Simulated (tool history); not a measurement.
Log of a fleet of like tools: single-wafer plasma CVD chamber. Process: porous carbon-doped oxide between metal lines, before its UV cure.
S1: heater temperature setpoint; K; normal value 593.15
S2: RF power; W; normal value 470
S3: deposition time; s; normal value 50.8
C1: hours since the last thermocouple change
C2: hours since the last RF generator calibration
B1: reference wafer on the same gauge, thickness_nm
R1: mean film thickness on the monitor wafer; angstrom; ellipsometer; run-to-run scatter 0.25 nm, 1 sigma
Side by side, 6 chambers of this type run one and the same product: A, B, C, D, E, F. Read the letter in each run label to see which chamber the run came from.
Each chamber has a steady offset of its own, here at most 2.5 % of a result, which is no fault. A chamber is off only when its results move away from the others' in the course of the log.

Run 1C, hour 9.4: usual settings; C1 1306.3; C2 772.1; B1 256.01. Result: R1 2345.3 angstrom.
Run 2E, hour 25.7: usual settings; C1 628.6; C2 50.7; B1 256.09. Result: R1 2317.9 angstrom.
Run 3D, hour 39.3: usual settings; C1 627.2; C2 700.5; B1 256.04. Result: R1 2389.4 angstrom.
Run 4B, hour 55.4: usual settings; C1 215.6; C2 1031.1; B1 256.11. Result: R1 2345.3 angstrom.
Run 5A, hour 63.6: usual settings; C1 1842.0; C2 681.3; B1 256.11. Result: R1 2323.0 angstrom.
Run 6F, hour 79.4: usual settings; C1 2188.9; C2 1685.0; B1 256.21. Result: R1 2352.9 angstrom.
Run 7F, hour 93.5: usual settings; C1 2203.0; C2 1699.1; B1 256.25. Result: R1 2347.6 angstrom.
Run 8B, hour 102.3: usual settings; C1 262.5; C2 1078.0; B1 256.29. Result: R1 2342.8 angstrom.
Run 9E, hour 117.8: usual settings; C1 720.7; C2 142.8; B1 256.36. Result: R1 2322.9 angstrom.
At hour 128.4: chamber C: thermocouple changed; heater temperature recalibrated.
Run 10D, hour 132.7: usual settings; C1 720.6; C2 793.9; B1 256.34. Result: R1 2381.4 angstrom.
Run 11C, hour 141.9: usual settings but S1 604.15 K; C1 13.6; C2 904.6; B1 256.36. Result: R1 2225.7 angstrom.
Run 12A, hour 151.9: usual settings but S1 604.15 K; C1 1930.3; C2 769.6; B1 256.36. Result: R1 2203.6 angstrom.
Run 13F, hour 164.5: usual settings but S1 604.15 K; C1 2274.0; C2 1770.1; B1 256.49. Result: R1 2223.6 angstrom.
Run 14C, hour 172.8: usual settings but S1 604.15 K; C1 44.5; C2 935.5; B1 256.44. Result: R1 2222.0 angstrom.
Run 15D, hour 185.6: usual settings but S1 604.15 K; C1 773.5; C2 846.8; B1 256.45. Result: R1 2269.9 angstrom.
Run 16B, hour 198.0: usual settings but S1 604.15 K; C1 358.2; C2 1173.7; B1 256.46. Result: R1 2219.1 angstrom.
Run 17A, hour 212.0: usual settings; C1 1990.4; C2 829.7; B1 256.58. Result: R1 2326.5 angstrom.
Run 18E, hour 219.3: usual settings but S3 55.2 s; C1 822.2; C2 244.3; B1 256.55. Result: R1 2522.0 angstrom.
At hour 226.5: chamber A: thermocouple changed; heater temperature recalibrated.
Run 19E, hour 227.6: usual settings but S3 55.2 s; C1 830.5; C2 252.6; B1 256.51. Result: R1 2521.6 angstrom.
Run 20F, hour 238.5: usual settings but S3 55.2 s; C1 2348.0; C2 1844.1; B1 256.58. Result: R1 2550.6 angstrom.
Run 21A, hour 246.4: usual settings but S3 55.2 s; C1 20.0; C2 864.1; B1 256.57. Result: R1 2523.9 angstrom.
Run 22D, hour 254.3: usual settings but S3 55.2 s; C1 842.2; C2 915.5; B1 256.66. Result: R1 2597.2 angstrom.
Run 23B, hour 261.7: usual settings but S3 55.2 s; C1 421.9; C2 1237.4; B1 256.62. Result: R1 2549.1 angstrom.
Run 24C, hour 277.4: usual settings; C1 149.1; C2 1040.1; B1 256.68. Result: R1 2349.8 angstrom.
Run 25C, hour 293.0: usual settings; C1 164.7; C2 1055.7; B1 256.77. Result: R1 2350.0 angstrom.
Run 26F, hour 302.2: usual settings; C1 2411.7; C2 1907.8; B1 256.80. Result: R1 2357.4 angstrom.
Run 27B, hour 309.3: usual settings; C1 469.5; C2 1285.0; B1 256.76. Result: R1 2349.2 angstrom.
Run 28E, hour 322.1: usual settings; C1 925.0; C2 347.1; B1 256.90. Result: R1 2324.5 angstrom.
Run 29D, hour 337.1: usual settings but S1 583.15 K, S2 515 W; C1 925.0; C2 998.3; B1 256.81. Result: R1 2677.3 angstrom.
Run 30A, hour 350.3: usual settings but S1 583.15 K, S2 515 W; C1 123.9; C2 968.0; B1 256.89. Result: R1 2616.4 angstrom.
Run 31F, hour 360.9: usual settings but S1 583.15 K, S2 515 W; C1 2470.4; C2 1966.5; B1 256.93. Result: R1 2637.8 angstrom.
Run 32B, hour 369.5: usual settings but S1 583.15 K, S2 515 W; C1 529.7; C2 1345.2; B1 256.88. Result: R1 2629.2 angstrom.
Run 33D, hour 385.9: usual settings but S1 583.15 K, S2 515 W; C1 973.8; C2 1047.1; B1 256.94. Result: R1 2678.3 angstrom.
Run 34E, hour 399.2: usual settings but S1 583.15 K, S2 515 W; C1 1002.1; C2 424.2; B1 256.98. Result: R1 2608.6 angstrom.
Run 35A, hour 406.5: usual settings; C1 180.1; C2 1024.2; B1 257.02. Result: R1 2331.8 angstrom.
Run 36C, hour 420.1: usual settings; C1 291.8; C2 1182.8; B1 257.11. Result: R1 2352.3 angstrom.
Run 37B, hour 429.2: usual settings; C1 589.4; C2 1404.9; B1 257.10. Result: R1 2353.3 angstrom.
Run 38A, hour 436.8: usual settings but S3 58.8 s; C1 210.4; C2 1054.5; B1 257.12. Result: R1 2690.5 angstrom.

Decide between three cases: one chamber stands off from its peers, the gauge reading all wafers drifts, or nothing is wrong past each chamber's small offset. Where a chamber is off, say which and what most likely put it there.

The shared gauge is drifting. All chambers look as if they move in step, but none is off.
Likeliest cause: gauge reads high (%) = 0.437.

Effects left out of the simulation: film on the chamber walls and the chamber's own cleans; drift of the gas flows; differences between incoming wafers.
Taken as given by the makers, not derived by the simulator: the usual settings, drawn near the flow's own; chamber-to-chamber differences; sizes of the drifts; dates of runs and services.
